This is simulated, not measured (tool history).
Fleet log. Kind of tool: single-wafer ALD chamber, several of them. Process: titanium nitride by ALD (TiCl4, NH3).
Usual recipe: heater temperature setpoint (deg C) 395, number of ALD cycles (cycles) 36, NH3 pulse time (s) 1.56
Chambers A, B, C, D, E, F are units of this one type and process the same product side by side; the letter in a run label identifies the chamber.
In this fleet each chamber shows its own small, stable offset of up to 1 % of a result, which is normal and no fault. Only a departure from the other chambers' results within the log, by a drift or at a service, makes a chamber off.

| run | hour | heater temperature setpoint (deg C) | number of ALD cycles (cycles) | NH3 pulse time (s) | read-back reference wafer on the same gauge, thickness_nm | mean film thickness on the monitor wafer (nm) |
|---|---|---|---|---|---|---|
| 1C | 9.8 | 395 | 36 | 1.56 | 0.6521 | 0.78073 |
| 2F | 20.2 | 395 | 36 | 1.56 | 0.65222 | 0.78906 |
| 3E | 30.2 | 395 | 36 | 1.56 | 0.65241 | 0.77954 |
| 4A | 38.1 | 395 | 36 | 1.56 | 0.65259 | 0.78217 |
| 5D | 49.4 | 395 | 33 | 1.56 | 0.65244 | 0.71507 |
| 6B | 58.2 | 395 | 33 | 1.56 | 0.65263 | 0.715 |
| 7F | 70.1 | 395 | 33 | 1.56 | 0.65252 | 0.72116 |
| 8B | 83.4 | 395 | 33 | 1.56 | 0.65284 | 0.71378 |
| 9E | 94.6 | 395 | 33 | 1.56 | 0.65276 | 0.71649 |
| 10D | 102 | 395 | 33 | 1.56 | 0.65299 | 0.71723 |
|  | 103.4 | chamber A: thermocouple changed; heater temperature recalibrated |
| 11C | 108.8 | 395 | 39 | 1.24 | 0.65334 | 0.83449 |
| 12A | 116 | 395 | 39 | 1.24 | 0.65294 | 0.83576 |
| 13B | 126 | 395 | 39 | 1.24 | 0.65317 | 0.83623 |
| 14A | 139.1 | 395 | 39 | 1.24 | 0.6534 | 0.83615 |
| 15D | 151.9 | 395 | 39 | 1.24 | 0.65341 | 0.83723 |
| 16C | 166.6 | 395 | 39 | 1.24 | 0.65352 | 0.83486 |
| 17F | 176.6 | 395 | 36 | 1.56 | 0.65344 | 0.78899 |
| 18E | 191 | 395 | 36 | 1.56 | 0.65343 | 0.78219 |
| 19C | 201.6 | 395 | 36 | 1.56 | 0.65365 | 0.78074 |
| 20B | 213.9 | 395 | 36 | 1.56 | 0.65383 | 0.78075 |
| 21F | 222.2 | 395 | 36 | 1.09 | 0.65423 | 0.77241 |
| 22D | 235 | 395 | 36 | 1.09 | 0.6538 | 0.76636 |
| 23E | 247.9 | 395 | 36 | 1.09 | 0.65415 | 0.76974 |
| 24A | 257.5 | 395 | 36 | 1.09 | 0.65438 | 0.76692 |
| 25A | 266.1 | 395 | 36 | 1.09 | 0.65441 | 0.76704 |
| 26B | 276.9 | 395 | 36 | 1.09 | 0.65433 | 0.7674 |
| 27F | 289.5 | 395 | 36 | 1.56 | 0.65467 | 0.78968 |
| 28C | 303.1 | 395 | 36 | 1.56 | 0.65471 | 0.78169 |
| 29D | 313.1 | 395 | 36 | 1.56 | 0.65454 | 0.78591 |
| 30E | 323.2 | 395 | 36 | 1.56 | 0.65496 | 0.78258 |
| 31E | 335.9 | 395 | 36 | 1.56 | 0.65509 | 0.78369 |
| 32A | 349 | 395 | 36 | 1.56 | 0.65529 | 0.78503 |
| 33B | 363.8 | 395 | 36 | 1.56 | 0.6553 | 0.78337 |
| 34D | 376.2 | 395 | 36 | 1.56 | 0.65509 | 0.7838 |
| 35F | 389.7 | 395 | 36 | 1.56 | 0.65537 | 0.79205 |
| 36C | 399.4 | 395 | 36 | 1.56 | 0.65568 | 0.78262 |
| 37E | 414.1 | 395 | 36 | 1.56 | 0.65577 | 0.78355 |

Which is it: a chamber that has drifted or been left off by a service, a gauge drift common to all chambers, or only each chamber's usual small offset? If a chamber is off, name it and its likeliest cause.

No chamber is off; the gauge reading every chamber's wafers drifts, which makes the whole fleet appear to move together.
Most likely cause: gauge reads high (%) = 0.584.
